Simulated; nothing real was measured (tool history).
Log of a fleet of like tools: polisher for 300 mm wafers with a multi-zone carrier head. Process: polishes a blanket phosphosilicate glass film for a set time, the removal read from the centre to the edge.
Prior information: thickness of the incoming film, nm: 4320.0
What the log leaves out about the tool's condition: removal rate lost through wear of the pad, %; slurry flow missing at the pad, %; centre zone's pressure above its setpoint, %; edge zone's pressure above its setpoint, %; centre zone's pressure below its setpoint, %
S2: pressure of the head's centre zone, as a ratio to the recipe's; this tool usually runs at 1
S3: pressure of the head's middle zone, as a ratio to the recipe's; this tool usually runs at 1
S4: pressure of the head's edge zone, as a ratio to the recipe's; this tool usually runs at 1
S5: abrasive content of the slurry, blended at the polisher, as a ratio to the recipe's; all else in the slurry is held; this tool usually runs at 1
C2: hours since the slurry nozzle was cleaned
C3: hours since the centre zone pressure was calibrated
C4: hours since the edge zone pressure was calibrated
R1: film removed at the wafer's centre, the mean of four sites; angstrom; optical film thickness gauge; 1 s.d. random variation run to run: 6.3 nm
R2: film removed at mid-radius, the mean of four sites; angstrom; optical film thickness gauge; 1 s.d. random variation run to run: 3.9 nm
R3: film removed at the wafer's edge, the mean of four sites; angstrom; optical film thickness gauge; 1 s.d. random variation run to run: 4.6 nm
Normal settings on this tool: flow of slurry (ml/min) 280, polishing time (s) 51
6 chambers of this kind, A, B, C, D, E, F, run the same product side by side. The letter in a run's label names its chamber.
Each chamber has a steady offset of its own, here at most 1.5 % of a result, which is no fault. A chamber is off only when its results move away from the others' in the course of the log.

run 1A hour=5.5 | flow_of_slurry_(ml/min)=280 S2=1 S3=1 S4=1 S5=1 polishing_time_(s)=51 | wafers_polished_on_this_pad=495 C2=229 C3=231 C4=754 | R1=5992.4 R2=5922.7 R3=5982.9
run 2F hour=11.8 | flow_of_slurry_(ml/min)=280 S2=1 S3=1 S4=1 S5=1 polishing_time_(s)=51 | wafers_polished_on_this_pad=1049 C2=160.5 C3=120.3 C4=224 | R1=6077.8 R2=5920.3 R3=6012.9
run 3C hour=16.2 | flow_of_slurry_(ml/min)=280 S2=1 S3=1 S4=1 S5=1 polishing_time_(s)=51 | wafers_polished_on_this_pad=409 C2=164 C3=395.3 C4=203.4 | R1=5891 R2=5911.4 R3=5922.4
run 4B hour=23.2 | flow_of_slurry_(ml/min)=280 S2=1 S3=1 S4=1 S5=1 polishing_time_(s)=51 | wafers_polished_on_this_pad=295 C2=308.2 C3=304.7 C4=136.3 | R1=5955.3 R2=5979.9 R3=5877.3
run 5E hour=28.3 | flow_of_slurry_(ml/min)=280 S2=1 S3=1 S4=1 S5=1 polishing_time_(s)=51 | wafers_polished_on_this_pad=735 C2=426.3 C3=452 C4=967.2 | R1=6047.2 R2=5957 R3=5976.6
run 6D hour=32.9 | flow_of_slurry_(ml/min)=280 S2=1 S3=1 S4=1 S5=1 polishing_time_(s)=51 | wafers_polished_on_this_pad=389 C2=198.2 C3=339.8 C4=121.6 | R1=6048 R2=6058.3 R3=5957
-- hour=35.1 chamber B: slurry nozzle cleaned
run 7D hour=36.8 | flow_of_slurry_(ml/min)=235 S2=1 S3=1 S4=0.94 S5=1 polishing_time_(s)=51 | wafers_polished_on_this_pad=428 C2=202.1 C3=343.7 C4=125.5 | R1=5790.1 R2=5984.3 R3=5660.8
-- hour=37 chamber E: worn pad replaced by a new one
-- hour=41.2 chamber F: worn pad replaced by a new one
run 8B hour=42.1 | flow_of_slurry_(ml/min)=235 S2=1 S3=1 S4=0.94 S5=1 polishing_time_(s)=51 | wafers_polished_on_this_pad=486 C2=7 C3=323.6 C4=155.2 | R1=5815.6 R2=5847.9 R3=5656.3
run 9A hour=45.2 | flow_of_slurry_(ml/min)=235 S2=1 S3=1 S4=0.94 S5=1 polishing_time_(s)=51 | wafers_polished_on_this_pad=897 C2=268.7 C3=270.7 C4=793.7 | R1=5821.5 R2=5832.3 R3=5763
-- hour=50.5 chamber A: worn pad replaced by a new one
run 10C hour=50.6 | flow_of_slurry_(ml/min)=235 S2=1 S3=1 S4=0.94 S5=1 polishing_time_(s)=51 | wafers_polished_on_this_pad=757 C2=198.4 C3=429.7 C4=237.8 | R1=5807.8 R2=5828.8 R3=5678
-- hour=53.2 chamber B: worn pad replaced by a new one
run 11F hour=57.4 | flow_of_slurry_(ml/min)=235 S2=1 S3=1 S4=0.94 S5=1 polishing_time_(s)=51 | wafers_polished_on_this_pad=164 C2=206.1 C3=165.9 C4=269.6 | R1=5810.4 R2=5829.7 R3=5682.7
-- hour=58 chamber D: worn pad replaced by a new one
run 12E hour=60.7 | flow_of_slurry_(ml/min)=235 S2=1 S3=1 S4=0.94 S5=1 polishing_time_(s)=51 | wafers_polished_on_this_pad=240 C2=458.7 C3=484.4 C4=999.6 | R1=5857.9 R2=5792.7 R3=5779
run 13B hour=65.3 | flow_of_slurry_(ml/min)=280 S2=1 S3=1 S4=1 S5=1 polishing_time_(s)=51 | wafers_polished_on_this_pad=122 C2=30.2 C3=346.8 C4=178.4 | R1=6111.2 R2=5956.9 R3=6014.5
run 14C hour=71.6 | flow_of_slurry_(ml/min)=280 S2=1 S3=1 S4=1 S5=1 polishing_time_(s)=51 | wafers_polished_on_this_pad=969 C2=219.4 C3=450.7 C4=258.8 | R1=5894.5 R2=5919 R3=5975.3
run 15F hour=74.8 | flow_of_slurry_(ml/min)=280 S2=1 S3=1.11 S4=1 S5=0.8 polishing_time_(s)=51 | wafers_polished_on_this_pad=340 C2=223.5 C3=183.3 C4=287 | R1=5337.2 R2=5872.5 R3=5307.7
run 16A hour=81.9 | flow_of_slurry_(ml/min)=280 S2=1 S3=1.11 S4=1 S5=0.8 polishing_time_(s)=51 | wafers_polished_on_this_pad=317 C2=305.4 C3=307.4 C4=830.4 | R1=5328.2 R2=6011.2 R3=5322.9
run 17D hour=86.7 | flow_of_slurry_(ml/min)=280 S2=1 S3=1.11 S4=1 S5=0.8 polishing_time_(s)=51 | wafers_polished_on_this_pad=290 C2=252 C3=393.6 C4=175.4 | R1=5349.6 R2=5885.7 R3=5292.9
run 18E hour=90.3 | flow_of_slurry_(ml/min)=280 S2=1 S3=1.11 S4=1 S5=0.8 polishing_time_(s)=51 | wafers_polished_on_this_pad=539 C2=488.3 C3=514 C4=1029.2 | R1=5521.2 R2=5749.9 R3=5432.1
-- hour=93.3 chamber C: worn pad replaced by a new one
run 19F hour=94.7 | flow_of_slurry_(ml/min)=280 S2=1 S3=1.11 S4=1 S5=0.8 polishing_time_(s)=51 | wafers_polished_on_this_pad=541 C2=243.4 C3=203.2 C4=306.9 | R1=5354.4 R2=5866.3 R3=5251.4
run 20D hour=98.7 | flow_of_slurry_(ml/min)=280 S2=1 S3=1.11 S4=1 S5=0.8 polishing_time_(s)=51 | wafers_polished_on_this_pad=411 C2=264 C3=405.6 C4=187.4 | R1=5313.3 R2=6012.9 R3=5383.2
run 21C hour=106 | flow_of_slurry_(ml/min)=280 S2=1 S3=1 S4=1 S5=1 polishing_time_(s)=51 | wafers_polished_on_this_pad=129 C2=253.8 C3=485.1 C4=293.2 | R1=5909.6 R2=5882.6 R3=5888.9
run 22A hour=110.3 | flow_of_slurry_(ml/min)=280 S2=1 S3=1 S4=1 S5=1 polishing_time_(s)=51 | wafers_polished_on_this_pad=604 C2=333.8 C3=335.8 C4=858.8 | R1=6060.6 R2=6046.1 R3=5894.3
-- hour=111.2 chamber E: worn pad replaced by a new one
run 23B hour=113.9 | flow_of_slurry_(ml/min)=280 S2=1 S3=1 S4=1 S5=1 polishing_time_(s)=51 | wafers_polished_on_this_pad=613 C2=78.8 C3=395.4 C4=227 | R1=6089.6 R2=5989.9 R3=5967.4
run 24E hour=119.8 | flow_of_slurry_(ml/min)=280 S2=1 S3=1 S4=1 S5=1 polishing_time_(s)=51 | wafers_polished_on_this_pad=87 C2=517.8 C3=543.5 C4=1058.7 | R1=6012 R2=5956.6 R3=5953.1
-- hour=121.4 chamber D: worn pad replaced by a new one
run 25D hour=123.4 | flow_of_slurry_(ml/min)=280 S2=1 S3=1 S4=1 S5=1 polishing_time_(s)=51 | wafers_polished_on_this_pad=20 C2=288.7 C3=430.3 C4=212.1 | R1=6035.8 R2=5998.3 R3=5864.9
-- hour=124.2 chamber B: worn pad replaced by a new one
run 26B hour=126.8 | flow_of_slurry_(ml/min)=280 S2=1 S3=1 S4=1 S5=1 polishing_time_(s)=51 | wafers_polished_on_this_pad=26 C2=91.7 C3=408.3 C4=239.9 | R1=5982.4 R2=6029.1 R3=5979.9
run 27E hour=132.3 | flow_of_slurry_(ml/min)=280 S2=1 S3=1 S4=1 S5=1 polishing_time_(s)=51 | wafers_polished_on_this_pad=213 C2=530.3 C3=556 C4=1071.2 | R1=5932.8 R2=5909.7 R3=5988.3
run 28F hour=137.1 | flow_of_slurry_(ml/min)=280 S2=1 S3=1 S4=1 S5=1 polishing_time_(s)=51 | wafers_polished_on_this_pad=970 C2=285.8 C3=245.6 C4=349.3 | R1=6080.6 R2=5906.6 R3=5929.1
-- hour=141.9 chamber A: worn pad replaced by a new one
run 29A hour=142.7 | flow_of_slurry_(ml/min)=280 S2=1 S3=1 S4=1 S5=1 polishing_time_(s)=51 | wafers_polished_on_this_pad=8 C2=366.2 C3=368.2 C4=891.2 | R1=5848.2 R2=6033.2 R3=6001.9
run 30C hour=149.6 | flow_of_slurry_(ml/min)=280 S2=1 S3=1 S4=1 S5=1 polishing_time_(s)=51 | wafers_polished_on_this_pad=569 C2=297.4 C3=528.7 C4=336.8 | R1=5653.7 R2=5880.5 R3=5941.7
run 31A hour=155.5 | flow_of_slurry_(ml/min)=280 S2=1 S3=1 S4=1 S5=1 polishing_time_(s)=51 | wafers_polished_on_this_pad=137 C2=379 C3=381 C4=904 | R1=5994.8 R2=6034.5 R3=5974.5
-- hour=156.3 chamber F: worn pad replaced by a new one
run 32B hour=161.1 | flow_of_slurry_(ml/min)=280 S2=1 S3=1 S4=1 S5=1 polishing_time_(s)=51 | wafers_polished_on_this_pad=373 C2=126 C3=442.6 C4=274.2 | R1=5940.3 R2=5988.1 R3=5969.9
run 33F hour=167.7 | flow_of_slurry_(ml/min)=280 S2=1 S3=1.04 S4=1 S5=1 polishing_time_(s)=51 | wafers_polished_on_this_pad=115 C2=316.4 C3=276.2 C4=379.9 | R1=6041.8 R2=6176.4 R3=5939.8
run 34C hour=171.8 | flow_of_slurry_(ml/min)=280 S2=1 S3=1.04 S4=1 S5=1 polishing_time_(s)=51 | wafers_polished_on_this_pad=794 C2=319.6 C3=550.9 C4=359 | R1=5465 R2=6106.2 R3=5872.6
run 35E hour=178.6 | flow_of_slurry_(ml/min)=280 S2=1 S3=1.04 S4=1 S5=1 polishing_time_(s)=51 | wafers_polished_on_this_pad=681 C2=576.6 C3=602.3 C4=1117.5 | R1=5994.3 R2=6141 R3=6041.8
run 36D hour=184.4 | flow_of_slurry_(ml/min)=280 S2=1 S3=1.04 S4=1 S5=1 polishing_time_(s)=51 | wafers_polished_on_this_pad=636 C2=349.7 C3=491.3 C4=273.1 | R1=5958.1 R2=6226.2 R3=5912.1
-- hour=187.8 chamber E: worn pad replaced by a new one
run 37B hour=190.7 | flow_of_slurry_(ml/min)=280 S2=1 S3=1.04 S4=1 S5=1 polishing_time_(s)=51 | wafers_polished_on_this_pad=672 C2=155.6 C3=472.2 C4=303.8 | R1=5913.5 R2=6266.7 R3=5976.6
run 38A hour=197 | flow_of_slurry_(ml/min)=280 S2=1 S3=1.04 S4=1 S5=1 polishing_time_(s)=51 | wafers_polished_on_this_pad=557 C2=420.5 C3=422.5 C4=945.5 | R1=5956 R2=6251.6 R3=5891.1
-- hour=197.5 chamber C: worn pad replaced by a new one
-- hour=202.5 chamber C: edge zone pressure recalibrated
run 39F hour=202.7 | flow_of_slurry_(ml/min)=280 S2=1 S3=1 S4=1 S5=1 polishing_time_(s)=51 | wafers_polished_on_this_pad=469 C2=351.4 C3=311.2 C4=414.9 | R1=5988.3 R2=5950.3 R3=5988.1
run 40C hour=207.6 | flow_of_slurry_(ml/min)=280 S2=1 S3=1 S4=1 S5=1 polishing_time_(s)=51 | wafers_polished_on_this_pad=102 C2=355.4 C3=586.7 C4=5.2 | R1=5350.3 R2=6009.7 R3=5848.7
run 41E hour=211.9 | flow_of_slurry_(ml/min)=280 S2=1 S3=1 S4=1 S5=1 polishing_time_(s)=51 | wafers_polished_on_this_pad=244 C2=609.9 C3=635.6 C4=1150.8 | R1=6046.9 R2=5934.9 R3=5966.8

For the next run the whole fleet of 6 chambers uses the same settings. Give each chamber's results:
run 42A hour=217.1 | flow_of_slurry_(ml/min)=280 S2=1 S3=1 S4=1 S5=1 polishing_time_(s)=51 | R1=? R2=? R3=?
run 42B hour=217.1 | flow_of_slurry_(ml/min)=280 S2=1 S3=1 S4=1 S5=1 polishing_time_(s)=51 | R1=? R2=? R3=?
run 42C hour=217.1 | flow_of_slurry_(ml/min)=280 S2=1 S3=1 S4=1 S5=1 polishing_time_(s)=51 | R1=? R2=? R3=?
run 42D hour=217.1 | flow_of_slurry_(ml/min)=280 S2=1 S3=1 S4=1 S5=1 polishing_time_(s)=51 | R1=? R2=? R3=?
run 42E hour=217.1 | flow_of_slurry_(ml/min)=280 S2=1 S3=1 S4=1 S5=1 polishing_time_(s)=51 | R1=? R2=? R3=?
run 42F hour=217.1 | flow_of_slurry_(ml/min)=280 S2=1 S3=1 S4=1 S5=1 polishing_time_(s)=51 | R1=? R2=? R3=?

run=42A R1=5999.1 R2=6057.3 R3=5848.1
run=42B R1=6047.2 R2=5982.9 R3=6000.5
run=42C R1=5373.8 R2=5899.5 R3=5885.2
run=42D R1=5871.8 R2=6065.4 R3=5911.6
run=42E R1=5962.6 R2=5947.7 R3=6024.9
run=42F R1=5986.2 R2=6019.9 R3=5962.5

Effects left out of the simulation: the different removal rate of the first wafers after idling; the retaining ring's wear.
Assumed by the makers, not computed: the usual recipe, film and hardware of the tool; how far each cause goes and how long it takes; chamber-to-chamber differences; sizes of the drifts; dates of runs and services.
